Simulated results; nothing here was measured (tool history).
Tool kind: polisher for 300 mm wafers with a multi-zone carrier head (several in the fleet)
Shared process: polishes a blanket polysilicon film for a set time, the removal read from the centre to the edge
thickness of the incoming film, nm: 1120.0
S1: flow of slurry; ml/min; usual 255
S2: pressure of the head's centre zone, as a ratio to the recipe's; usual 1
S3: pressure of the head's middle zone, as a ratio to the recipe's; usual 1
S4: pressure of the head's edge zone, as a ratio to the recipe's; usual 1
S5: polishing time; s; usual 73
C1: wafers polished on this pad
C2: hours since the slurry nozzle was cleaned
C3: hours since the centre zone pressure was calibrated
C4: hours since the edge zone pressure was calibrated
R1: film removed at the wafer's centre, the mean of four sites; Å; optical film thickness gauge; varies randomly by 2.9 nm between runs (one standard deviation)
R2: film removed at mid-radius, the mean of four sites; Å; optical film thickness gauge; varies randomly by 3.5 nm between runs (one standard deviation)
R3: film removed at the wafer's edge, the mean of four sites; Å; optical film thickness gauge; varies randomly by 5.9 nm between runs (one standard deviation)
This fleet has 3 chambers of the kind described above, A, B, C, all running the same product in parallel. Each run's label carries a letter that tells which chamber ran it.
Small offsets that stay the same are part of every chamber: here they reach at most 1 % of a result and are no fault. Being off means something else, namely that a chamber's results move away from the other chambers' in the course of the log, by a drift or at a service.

| run | hour | S1 | S2 | S3 | S4 | S5 | C1 | C2 | C3 | C4 | R1 | R2 | R3 |
|---|---|---|---|---|---|---|---|---|---|---|---|---|---|
|  | 4.1 | chamber A: worn pad replaced by a new one |
| 1C | 7.1 | 255 | 1 | 1 | 1 | 73 | 626 | 705.2 | 773.5 | 554.4 | 4095.1 | 4193.5 | 4200.5 |
|  | 9.5 | chamber C: worn pad replaced by a new one |
| 2A | 12.3 | 255 | 1 | 1 | 1 | 73 | 125 | 381.4 | 605 | 27.5 | 4172.9 | 4186.7 | 4173.7 |
| 3B | 20.8 | 255 | 1 | 1 | 1 | 73 | 1351 | 239.6 | 529.6 | 1050.4 | 4173.5 | 4053.9 | 4137.2 |
| 4C | 27.1 | 255 | 1 | 1 | 1 | 73 | 269 | 725.2 | 793.5 | 574.4 | 4127.3 | 4158.1 | 4163.1 |
| 5B | 34.8 | 255 | 1 | 1 | 1 | 73 | 1565 | 253.6 | 543.6 | 1064.4 | 4101.3 | 4009.6 | 4070.9 |
|  | 37.8 | chamber B: worn pad replaced by a new one |
| 6A | 41.9 | 255 | 1 | 1 | 1 | 73 | 577 | 411 | 634.6 | 57.1 | 4168.5 | 4152.2 | 4165.2 |
| 7A | 47.8 | 255 | 1 | 1 | 1 | 73 | 667 | 416.9 | 640.5 | 63 | 4199.3 | 4149.7 | 4120 |
|  | 51.4 | chamber A: worn pad replaced by a new one |
|  | 51.9 | chamber C: worn pad replaced by a new one |
| 8B | 58 | 255 | 1 | 1 | 1 | 73 | 308 | 276.8 | 566.8 | 1087.6 | 4142.6 | 4084.8 | 4021 |
| 9C | 62.9 | 255 | 1 | 1 | 1 | 73 | 168 | 761 | 829.3 | 610.2 | 4123.7 | 4176.9 | 4158.6 |
| 10A | 73.1 | 255 | 1 | 1 | 1 | 73 | 332 | 442.2 | 665.8 | 88.3 | 4189.3 | 4133.3 | 4105.7 |
|  | 81 | chamber C: centre zone pressure recalibrated |
| 11C | 81.6 | 255 | 1 | 1 | 1 | 73 | 453 | 779.7 | 0.7 | 628.9 | 4444.2 | 4083.4 | 4171.6 |
| 12B | 92.4 | 255 | 1 | 1 | 1 | 73 | 833 | 311.2 | 601.2 | 1122 | 4111.9 | 4093.6 | 4166.7 |
|  | 98.2 | chamber C: worn pad replaced by a new one |
| 13B | 99.2 | 255 | 1 | 1 | 1 | 73 | 937 | 318 | 608 | 1128.8 | 4153.9 | 4112.6 | 4126.2 |
|  | 101.5 | chamber A: worn pad replaced by a new one |
| 14C | 108.3 | 255 | 1 | 0.96 | 0.92 | 73 | 155 | 806.4 | 27.4 | 655.6 | 4431 | 4026.8 | 3885 |
| 15A | 117.6 | 255 | 1 | 0.96 | 0.92 | 73 | 247 | 486.7 | 710.3 | 132.8 | 4108.2 | 4009.6 | 3925 |
| 16B | 124.9 | 255 | 1 | 0.96 | 0.92 | 73 | 1330 | 343.7 | 633.7 | 1154.5 | 4169.9 | 3923.8 | 3859.4 |
| 17A | 130.9 | 255 | 1 | 1 | 1 | 73 | 450 | 500 | 723.6 | 146.1 | 4110.1 | 4094.8 | 4135.8 |
| 18C | 136.6 | 255 | 1 | 1 | 1 | 73 | 587 | 834.7 | 55.7 | 683.9 | 4442.9 | 4137.8 | 4186.6 |
|  | 143.7 | chamber C: worn pad replaced by a new one |
| 19A | 146.5 | 255 | 1 | 1 | 1 | 73 | 688 | 515.6 | 739.2 | 161.7 | 4148.9 | 4081.5 | 4109.2 |
|  | 149.3 | chamber B: worn pad replaced by a new one |
| 20C | 151.5 | 290 | 1 | 0.96 | 1 | 73 | 120 | 849.6 | 70.6 | 698.8 | 4523 | 3992.6 | 4274.2 |
|  | 152.3 | chamber A: worn pad replaced by a new one |
| 21B | 157.5 | 290 | 1 | 0.96 | 1 | 73 | 125 | 376.3 | 666.3 | 1187.1 | 4212.1 | 3998.8 | 4226.9 |
| 22C | 166.6 | 290 | 1 | 0.96 | 1 | 73 | 350 | 864.7 | 85.7 | 713.9 | 4495.6 | 4018.6 | 4093.8 |
| 23A | 175.4 | 255 | 1 | 1 | 1 | 73 | 352 | 544.5 | 768.1 | 190.6 | 4136.3 | 4146.2 | 4073 |
| 24B | 182.7 | 255 | 1 | 1 | 1 | 73 | 510 | 401.5 | 691.5 | 1212.3 | 4139.2 | 4058.5 | 4207.4 |
|  | 186.4 | chamber C: worn pad replaced by a new one |
| 25A | 190.9 | 255 | 1 | 1 | 1 | 73 | 589 | 560 | 783.6 | 206.1 | 4101.3 | 4141.9 | 4094.6 |
| 26C | 196.5 | 255 | 1 | 1 | 1 | 73 | 154 | 894.6 | 115.6 | 743.8 | 4435.6 | 4126.1 | 4102.1 |
| 27B | 203.5 | 255 | 1 | 1 | 1 | 73 | 828 | 422.3 | 712.3 | 1233.1 | 4123.9 | 4073.8 | 4100.6 |
|  | 206.4 | chamber A: worn pad replaced by a new one |
| 28A | 212.9 | 255 | 1 | 1 | 1 | 73 | 99 | 582 | 805.6 | 228.1 | 4083 | 4193.7 | 4002.9 |
| 29B | 217.6 | 255 | 1 | 1 | 1 | 73 | 1043 | 436.4 | 726.4 | 1247.2 | 4092.8 | 4071.3 | 4114.7 |

Read the log: is a single chamber off, either drifting away or since a service, is the gauge that measures every chamber drifting, or is nothing wrong beyond small per-chamber offsets? Name any odd chamber and what most likely caused it.

A service on chamber C put it out of line with the rest.
What lies behind it: centre zone's pressure above its setpoint, % = 8.16.

Below are 4 candidate recipes for chamber C's next run, each the usual settings with a change, their results shown as question marks. Which of them brings C's results back in line with what the other chambers give on the usual settings?
To be in line, a result may differ from the other chambers' mean on the usual settings by at most: R1 100 Å; R2 120 Å; R3 210 Å
| 30C-1 | 225.3 | 255 | 0.98 | 1 | 1.01 | 73 |  |  |  |  | ? | ? | ? |
| 30C-2 | 225.3 | 250 | 0.95 | 1 | 1.02 | 72 |  |  |  |  | ? | ? | ? |
| 30C-3 | 225.3 | 255 | 1.02 | 1 | 0.99 | 73 |  |  |  |  | ? | ? | ? |
| 30C-4 | 225.3 | 260 | 1.06 | 0.99 | 0.98 | 74 |  |  |  |  | ? | ? | ? |

On the usual settings, the other chambers give on average: R1 4131.1 Å; R2 4119 Å; R3 4131.7 Å
| run | R1 | R2 | R3 |
|---|---|---|---|
| 30C-1 | 4338 | 4151.8 | 4140.8 |
| 30C-2 | 4126.7 | 4085.9 | 4098.2 |
| 30C-3 | 4528.4 | 4150.9 | 4097.4 |
| 30C-4 | 4795.3 | 4177.3 | 4139.1 |
30C-2 puts the chamber back in line with the other chambers.

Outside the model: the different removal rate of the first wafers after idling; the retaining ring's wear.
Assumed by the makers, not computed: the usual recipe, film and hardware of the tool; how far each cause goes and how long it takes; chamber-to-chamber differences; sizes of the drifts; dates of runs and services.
